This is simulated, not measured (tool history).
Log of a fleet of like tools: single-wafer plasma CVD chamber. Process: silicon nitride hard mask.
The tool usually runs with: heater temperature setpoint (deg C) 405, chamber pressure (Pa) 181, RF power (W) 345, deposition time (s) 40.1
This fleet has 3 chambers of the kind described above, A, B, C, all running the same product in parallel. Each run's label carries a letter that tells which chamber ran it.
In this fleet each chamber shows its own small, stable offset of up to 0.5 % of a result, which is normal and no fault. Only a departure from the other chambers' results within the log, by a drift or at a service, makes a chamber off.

run,hour,heater temperature setpoint (deg C),chamber pressure (Pa),RF power (W),deposition time (s),hours since the last thermocouple change,hours since the last RF generator calibration,hours since the last manometer calibration,"read-back reference wafer on the same gauge, thickness_nm",mean film thickness on the monitor wafer (angstrom)
1A,5.4,405,181,345,40.1,1480.7,414.2,1346.5,54.902,480.61
2B,9.6,405,181,345,40.1,622.6,500.7,635.5,54.918,480.2
3C,13.7,405,181,345,40.1,1864.6,741.8,96.3,54.894,483.58
4A,20,405,181,345,40.1,1495.3,428.8,1361.1,54.947,476.94
5C,23.2,405,181,345,40.1,1874.1,751.3,105.8,54.946,484.31
6B,26.6,405,181,345,40.1,639.6,517.7,652.5,54.918,474.42
7B,32.5,405,181,345,40.1,645.5,523.6,658.4,54.883,479.81
8A,36.1,405,181,345,40.1,1511.4,444.9,1377.2,54.926,470.3
9C,41.8,405,181,345,40.1,1892.7,769.9,124.4,54.915,487.08
10A,45.4,405,181,345,40.1,1520.7,454.2,1386.5,54.878,474.09
11C,49.8,405,181,345,40.1,1900.7,777.9,132.4,54.897,481.93
12B,55.2,405,181,345,45.5,668.2,546.3,681.1,54.886,541.37
13B,60.6,405,181,345,45.5,673.6,551.7,686.5,54.93,545.74
14A,66,405,181,345,45.5,1541.3,474.8,1407.1,54.903,534.02
15C,70.6,405,181,345,40.1,1921.5,798.7,153.2,54.857,482.8
16B,73.9,405,181,345,40.1,686.9,565,699.8,54.891,479.22
17C,78,405,181,345,40.1,1928.9,806.1,160.6,54.893,482.97
18A,81.3,405,181,345,40.1,1556.6,490.1,1422.4,54.902,467.24
19B,84.5,405,152,280,40.1,697.5,575.6,710.4,54.864,396.38
20A,87.8,405,152,280,40.1,1563.1,496.6,1428.9,54.857,380.77
21C,91.2,405,152,280,40.1,1942.1,819.3,173.8,54.939,399.73
22B,94.7,405,181,345,40.1,707.7,585.8,720.6,54.906,480.1
23C,98.8,405,181,345,40.1,1949.7,826.9,181.4,54.884,482.15
24A,102.7,410,181,365,40.1,1578,511.5,1443.8,54.958,479.31
25A,107.5,410,181,365,40.1,1582.8,516.3,1448.6,54.951,475.47
26B,112.1,410,181,365,40.1,725.1,603.2,738,54.92,493.44

The same settings go to every chamber for the next run, one line per chamber below. Forecast the results for each:
27A,116.9,405,181,345,40.1,,,,,?
27B,116.9,405,181,345,40.1,,,,,?
27C,116.9,405,181,345,40.1,,,,,?

run,mean film thickness on the monitor wafer (angstrom)
27A,460.7
27B,478.45
27C,486.06
